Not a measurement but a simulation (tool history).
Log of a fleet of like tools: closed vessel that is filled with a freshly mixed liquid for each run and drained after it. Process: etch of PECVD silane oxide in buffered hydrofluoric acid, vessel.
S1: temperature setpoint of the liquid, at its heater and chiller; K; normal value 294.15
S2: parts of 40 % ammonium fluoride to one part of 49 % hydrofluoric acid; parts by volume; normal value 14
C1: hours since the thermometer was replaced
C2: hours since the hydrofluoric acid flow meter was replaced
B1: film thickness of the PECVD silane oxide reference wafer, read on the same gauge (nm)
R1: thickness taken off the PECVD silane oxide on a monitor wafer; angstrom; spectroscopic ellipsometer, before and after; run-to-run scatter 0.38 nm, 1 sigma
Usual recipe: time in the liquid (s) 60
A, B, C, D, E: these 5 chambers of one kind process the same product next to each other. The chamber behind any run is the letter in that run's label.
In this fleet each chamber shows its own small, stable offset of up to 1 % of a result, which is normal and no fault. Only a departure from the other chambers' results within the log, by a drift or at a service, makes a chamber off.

Run 1B, hour 12.5: usual settings; C1 326.3; C2 1597.4; B1 130.01. Result: R1 967.81 angstrom.
Run 2A, hour 21: usual settings; C1 138.2; C2 754; B1 130. Result: R1 980.21 angstrom.
Run 3D, hour 31.6: usual settings; C1 558; C2 1079.8; B1 130.01. Result: R1 967.66 angstrom.
Run 4C, hour 38.5: usual settings; C1 231.4; C2 48.9; B1 129.99. Result: R1 966.61 angstrom.
Run 5E, hour 51.3: usual settings; C1 318.2; C2 68; B1 129.98. Result: R1 969.35 angstrom.
Run 6A, hour 58.3: usual settings; C1 175.5; C2 791.3; B1 130. Result: R1 980.19 angstrom.
Run 7C, hour 65.1: usual settings; C1 258; C2 75.5; B1 130. Result: R1 970.11 angstrom.
Run 8B, hour 76.8: usual settings; C1 390.6; C2 1661.7; B1 130.01. Result: R1 968.72 angstrom.
Run 9D, hour 88.8: usual settings; C1 615.2; C2 1137; B1 129.98. Result: R1 969.78 angstrom.
Run 10E, hour 98.5: usual settings; C1 365.4; C2 115.2; B1 130.01. Result: R1 982.52 angstrom.
Run 11D, hour 107.9: usual settings; C1 634.3; C2 1156.1; B1 130.01. Result: R1 968.12 angstrom.
Run 12C, hour 116.9: usual settings; C1 309.8; C2 127.3; B1 130.01. Result: R1 962.53 angstrom.
Run 13B, hour 124.2: usual settings; C1 438; C2 1709.1; B1 130.01. Result: R1 973.47 angstrom.
At hour 128.1: chamber B: hydrofluoric acid flow meter replaced.
Run 14E, hour 134.9: usual settings; C1 401.8; C2 151.6; B1 129.99. Result: R1 973.3 angstrom.
Run 15A, hour 144.8: usual settings; C1 262; C2 877.8; B1 129.99. Result: R1 982.03 angstrom.
Run 16B, hour 154.5: usual settings; C1 468.3; C2 26.5; B1 130.01. Result: R1 966.3 angstrom.
Run 17D, hour 169.3: usual settings; C1 695.7; C2 1217.5; B1 130.01. Result: R1 970.16 angstrom.
Run 18C, hour 180.1: usual settings; C1 373; C2 190.5; B1 130.01. Result: R1 963.09 angstrom.
Run 19E, hour 188: usual settings; C1 454.9; C2 204.7; B1 130. Result: R1 978.3 angstrom.
Run 20A, hour 201.1: usual settings; C1 318.3; C2 934.1; B1 130. Result: R1 970.74 angstrom.
Run 21B, hour 211.9: usual settings; C1 525.7; C2 83.9; B1 129.99. Result: R1 970.14 angstrom.
Run 22C, hour 224.2: usual settings; C1 417.1; C2 234.6; B1 129.99. Result: R1 963.7 angstrom.
At hour 226: chamber B: thermometer replaced.
Run 23D, hour 233.8: usual settings; C1 760.2; C2 1282; B1 130. Result: R1 963.36 angstrom.
Run 24E, hour 247.8: usual settings; C1 514.7; C2 264.5; B1 130. Result: R1 966.8 angstrom.
At hour 252.4: chamber D: thermometer replaced.
Run 25A, hour 256.1: usual settings; C1 373.3; C2 989.1; B1 130.01. Result: R1 978.99 angstrom.
Run 26A, hour 267.5: usual settings; C1 384.7; C2 1000.5; B1 129.99. Result: R1 973.63 angstrom.
Run 27D, hour 278.7: usual settings; C1 26.3; C2 1326.9; B1 130.01. Result: R1 967.07 angstrom.
Run 28E, hour 285.7: usual settings; C1 552.6; C2 302.4; B1 130.02. Result: R1 975.64 angstrom.
Run 29C, hour 295.9: usual settings; C1 488.8; C2 306.3; B1 129.99. Result: R1 972.33 angstrom.
Run 30B, hour 309.8: usual settings; C1 83.8; C2 181.8; B1 130. Result: R1 969.72 angstrom.
Run 31D, hour 318.6: usual settings; C1 66.2; C2 1366.8; B1 130.02. Result: R1 970.66 angstrom.
Run 32E, hour 330.6: usual settings; C1 597.5; C2 347.3; B1 130. Result: R1 968.73 angstrom.
Run 33C, hour 345.8: usual settings; C1 538.7; C2 356.2; B1 130.01. Result: R1 958.93 angstrom.

Does one chamber stand apart from the rest, does the shared gauge drift, or is all well apart from small per-chamber offsets? Give the chamber and the most likely cause, where there is one.

The fleet is healthy, with each chamber sitting at its usual small offset and no drift in the gauge.
